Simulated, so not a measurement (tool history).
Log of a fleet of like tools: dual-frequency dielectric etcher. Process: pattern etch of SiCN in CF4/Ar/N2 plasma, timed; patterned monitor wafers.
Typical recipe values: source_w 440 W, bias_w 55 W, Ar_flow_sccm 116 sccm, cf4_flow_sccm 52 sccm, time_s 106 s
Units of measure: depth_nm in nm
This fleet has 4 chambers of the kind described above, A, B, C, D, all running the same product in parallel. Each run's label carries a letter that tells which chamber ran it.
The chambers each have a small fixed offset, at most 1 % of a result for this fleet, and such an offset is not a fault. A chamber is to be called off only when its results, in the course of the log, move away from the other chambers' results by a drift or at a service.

run   hour  source_w  bias_w  Ar_flow_sccm  cf4_flow_sccm  time_s  read-back reference wafer on the same gauge, depth_nm  depth_nm
 1B    5.2       440      55           116             52     106                                                 78.669    75.606
 2A   13.7       440      55           116             52     106                                                 78.779    75.045
 3C   17.9       440      55           116             52     106                                                 78.675    75.491
 4D   22.2       440      55           116             52     106                                                 78.723    75.367
 5A   27.8       440      55           116             52     106                                                  78.63    75.417
 6D   34.7       440      55           116             52     106                                                 78.696    76.222
 7C   40.4       440      55           116             52     106                                                 78.597        75
 8B   46.8       440      44           116             52     119                                                 78.749    78.836
      54.6  -- chamber D: Ar flow controller replaced
 9B   55.7       440      44           116             52     119                                                 78.756    78.942
10A   61.5       440      44           116             52     119                                                 78.673    78.735
11D   66.2       440      44           116             52     119                                                 78.678    78.949
12C   73.2       440      55           116             52     106                                                 78.597    75.462
13C   82.3       440      55           116             52     106                                                 78.762    74.912
14D   89.5       480      55           116             43     106                                                 78.658    79.125
15B   96.2       480      55           116             43     106                                                 78.674    79.349
16A  102.7       480      55           116             43     106                                                   78.7    78.273
17D  108.7       480      55           116             43     106                                                 78.637    80.061
18B  117.8       440      55           116             52     106                                                 78.605    75.801
19C  123.3       440      55           116             52     106                                                 78.812    75.086
     125.5  -- chamber C: wet clean of the chamber
20A  129.1       440      55           116             52     106                                                 78.625    75.254
21D  135.9       440      55           116             52     106                                                 78.785    77.934
22B    144       440      55           116             52      86                                                 78.699     61.49
23A  148.3       440      55           116             52      86                                                 78.626    61.139
24C  152.4       440      55           116             52      86                                                 78.734     60.98
25B  159.9       440      55           116             52      86                                                 78.663    61.766
26A  165.6       440      55           116             52     106                                                 78.739    75.859
27C  171.7       490      55           136             52     106                                                 78.759    80.044
28D  176.5       490      55           136             52     106                                                 78.699    83.877

What goes on in this fleet: one chamber off, a drifting gauge, or nothing beyond the chambers' own small offsets? Name the chamber and the cause, if any.

Chamber D drifts away from the others.
Likeliest cause: etch rate over this chamber's usual, % = 3.52.
The log may not tell that from: source power that arrives over what is set, %.

Which of the 4 candidates below, each the usual settings with something changed and its results left as question marks, puts chamber D back in line with what the other chambers give on the usual settings?
In-line tolerance around the mean of the other chambers on the usual settings: depth_nm 1.3 nm
29D-1  183.1       430      55           116             52     103                                                                ?
29D-2  183.1       440      55           115             52   113.5                                                                ?
29D-3  183.1       440      54           117             52      99                                                                ?
29D-4  183.1       450      55           116             52     109                                                                ?

Usual-settings mean across the other chambers: depth_nm 75.48 nm
  run  depth_nm
29D-1    75.122
29D-2    84.593
29D-3    73.082
29D-4    82.726
The right change is 29D-1: it brings the chamber back within the allowed miss of the others.

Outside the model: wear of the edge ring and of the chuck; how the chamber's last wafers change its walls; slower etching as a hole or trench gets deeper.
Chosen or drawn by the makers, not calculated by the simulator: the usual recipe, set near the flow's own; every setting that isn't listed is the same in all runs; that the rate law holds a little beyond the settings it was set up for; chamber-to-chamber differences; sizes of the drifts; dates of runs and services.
